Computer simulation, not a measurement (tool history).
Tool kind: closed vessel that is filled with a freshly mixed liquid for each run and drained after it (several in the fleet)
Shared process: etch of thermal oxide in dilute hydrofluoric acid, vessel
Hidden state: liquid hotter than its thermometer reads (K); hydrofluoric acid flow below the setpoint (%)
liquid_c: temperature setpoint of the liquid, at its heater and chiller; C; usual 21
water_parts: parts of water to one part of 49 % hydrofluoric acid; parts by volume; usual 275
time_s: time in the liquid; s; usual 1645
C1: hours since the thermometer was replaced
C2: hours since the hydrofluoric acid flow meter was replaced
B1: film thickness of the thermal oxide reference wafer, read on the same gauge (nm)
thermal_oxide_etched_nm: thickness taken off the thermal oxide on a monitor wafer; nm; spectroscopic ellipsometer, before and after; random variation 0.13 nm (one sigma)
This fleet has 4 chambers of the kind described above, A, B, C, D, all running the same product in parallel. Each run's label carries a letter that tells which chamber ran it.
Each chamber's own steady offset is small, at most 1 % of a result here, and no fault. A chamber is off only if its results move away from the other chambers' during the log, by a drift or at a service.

Run 1C, hour 8.3: usual settings; C1 993.9; C2 257.8; B1 29.997. Result: thermal_oxide_etched_nm 21.225 nm.
Run 2A, hour 16.1: usual settings; C1 1707.2; C2 1695.9; B1 30.011. Result: thermal_oxide_etched_nm 21.045 nm.
Run 3D, hour 23.4: usual settings; C1 1317; C2 502.4; B1 29.993. Result: thermal_oxide_etched_nm 20.748 nm.
Run 4B, hour 29.2: usual settings; C1 1536.4; C2 1757.5; B1 30.002. Result: thermal_oxide_etched_nm 20.851 nm.
Run 5D, hour 37.2: usual settings but liquid_c 17 C; C1 1330.8; C2 516.2; B1 29.995. Result: thermal_oxide_etched_nm 17.654 nm.
Run 6C, hour 42.3: usual settings but liquid_c 17 C; C1 1027.9; C2 291.8; B1 30.02. Result: thermal_oxide_etched_nm 17.988 nm.
Run 7B, hour 50.6: usual settings but liquid_c 17 C; C1 1557.8; C2 1778.9; B1 30.017. Result: thermal_oxide_etched_nm 18.182 nm.
Run 8A, hour 60.1: usual settings but liquid_c 17 C; C1 1751.2; C2 1739.9; B1 29.978. Result: thermal_oxide_etched_nm 18.092 nm.
Run 9C, hour 66.7: usual settings; C1 1052.3; C2 316.2; B1 29.995. Result: thermal_oxide_etched_nm 20.777 nm.
Run 10A, hour 72.1: usual settings; C1 1763.2; C2 1751.9; B1 29.984. Result: thermal_oxide_etched_nm 21.072 nm.
Run 11D, hour 76.9: usual settings; C1 1370.5; C2 555.9; B1 29.984. Result: thermal_oxide_etched_nm 20.398 nm.
Run 12B, hour 85.7: usual settings; C1 1592.9; C2 1814; B1 30.018. Result: thermal_oxide_etched_nm 21.145 nm.
Run 13B, hour 90.8: usual settings; C1 1598; C2 1819.1; B1 30.004. Result: thermal_oxide_etched_nm 20.887 nm.
At hour 92.5: chamber B: hydrofluoric acid flow meter replaced.
Run 14D, hour 99.3: usual settings but liquid_c 19 C; C1 1392.9; C2 578.3; B1 29.985. Result: thermal_oxide_etched_nm 19.091 nm.
At hour 101.2: chamber D: thermometer replaced.
Run 15A, hour 105.2: usual settings but liquid_c 19 C; C1 1796.3; C2 1785; B1 30.024. Result: thermal_oxide_etched_nm 19.331 nm.
Run 16C, hour 114.2: usual settings but liquid_c 19 C; C1 1099.8; C2 363.7; B1 30.007. Result: thermal_oxide_etched_nm 19.644 nm.
Run 17D, hour 118.5: usual settings but liquid_c 19 C; C1 17.3; C2 597.5; B1 30.027. Result: thermal_oxide_etched_nm 18.952 nm.
Run 18B, hour 128.2: usual settings; C1 1635.4; C2 35.8; B1 30.013. Result: thermal_oxide_etched_nm 21.014 nm.
Run 19C, hour 137.2: usual settings; C1 1122.8; C2 386.7; B1 30.008. Result: thermal_oxide_etched_nm 21.009 nm.
Run 20A, hour 142.9: usual settings; C1 1834; C2 1822.7; B1 29.972. Result: thermal_oxide_etched_nm 20.806 nm.
Run 21D, hour 152.9: usual settings; C1 51.7; C2 631.9; B1 29.983. Result: thermal_oxide_etched_nm 20.43 nm.
Run 22A, hour 159.4: usual settings; C1 1850.5; C2 1839.2; B1 29.974. Result: thermal_oxide_etched_nm 20.806 nm.
At hour 160.5: chamber B: thermometer replaced.
Run 23B, hour 168.8: usual settings; C1 8.4; C2 76.4; B1 29.984. Result: thermal_oxide_etched_nm 21.076 nm.
Run 24C, hour 178.7: usual settings; C1 1164.3; C2 428.2; B1 30.005. Result: thermal_oxide_etched_nm 21.336 nm.
Run 25C, hour 186.1: usual settings; C1 1171.7; C2 435.6; B1 30.018. Result: thermal_oxide_etched_nm 21.34 nm.
Run 26A, hour 195.8: usual settings; C1 1886.9; C2 1875.6; B1 29.996. Result: thermal_oxide_etched_nm 20.71 nm.
At hour 198.9: chamber A: hydrofluoric acid flow meter replaced.
Run 27B, hour 201.2: usual settings; C1 40.8; C2 108.8; B1 30.002. Result: thermal_oxide_etched_nm 20.931 nm.
Run 28D, hour 209: usual settings but liquid_c 17 C, time_s 835 s; C1 107.8; C2 688; B1 29.995. Result: thermal_oxide_etched_nm 8.9769 nm.
At hour 209.5: chamber A: thermometer replaced.
Run 29A, hour 213.5: usual settings but liquid_c 17 C, time_s 835 s; C1 4.1; C2 14.7; B1 30.007. Result: thermal_oxide_etched_nm 9.1577 nm.
Run 30D, hour 222: usual settings but liquid_c 17 C, time_s 835 s; C1 120.8; C2 701; B1 30.011. Result: thermal_oxide_etched_nm 8.9392 nm.
Run 31B, hour 226.3: usual settings but liquid_c 17 C, time_s 835 s; C1 65.9; C2 133.9; B1 30.016. Result: thermal_oxide_etched_nm 9.294 nm.
Run 32C, hour 231.5: usual settings; C1 1217.1; C2 481; B1 30.007. Result: thermal_oxide_etched_nm 21.934 nm.
Run 33B, hour 239.3: usual settings; C1 78.9; C2 146.9; B1 29.995. Result: thermal_oxide_etched_nm 21.015 nm.
Run 34C, hour 248.1: usual settings; C1 1233.7; C2 497.6; B1 30.005. Result: thermal_oxide_etched_nm 21.822 nm.
Run 35A, hour 255.9: usual settings; C1 46.5; C2 57.1; B1 29.985. Result: thermal_oxide_etched_nm 20.79 nm.
Run 36D, hour 261.4: usual settings; C1 160.2; C2 740.4; B1 29.99. Result: thermal_oxide_etched_nm 20.572 nm.
Run 37D, hour 266.5: usual settings; C1 165.3; C2 745.5; B1 29.997. Result: thermal_oxide_etched_nm 20.726 nm.
Run 38A, hour 273.4: usual settings but liquid_c 23 C, time_s 1050 s; C1 64; C2 74.6; B1 30.016. Result: thermal_oxide_etched_nm 14.44 nm.
Run 39C, hour 282.1: usual settings but liquid_c 23 C, time_s 1050 s; C1 1267.7; C2 531.6; B1 30.017. Result: thermal_oxide_etched_nm 15.333 nm.
Run 40B, hour 291.3: usual settings but liquid_c 23 C, time_s 1050 s; C1 130.9; C2 198.9; B1 30.012. Result: thermal_oxide_etched_nm 14.456 nm.
Run 41C, hour 296.7: usual settings but liquid_c 23 C, time_s 1050 s; C1 1282.3; C2 546.2; B1 30.004. Result: thermal_oxide_etched_nm 15.511 nm.

All chambers now run identical settings, listed one chamber a line with results as question marks. What results will each chamber show?
Run 42A, hour 303.9: usual settings. Result: thermal_oxide_etched_nm ?.
Run 42B, hour 303.9: usual settings. Result: thermal_oxide_etched_nm ?.
Run 42C, hour 303.9: usual settings. Result: thermal_oxide_etched_nm ?.
Run 42D, hour 303.9: usual settings. Result: thermal_oxide_etched_nm ?.

run  thermal_oxide_etched_nm
42A                    21.01
42B                   20.788
42C                   22.528
42D                    20.57
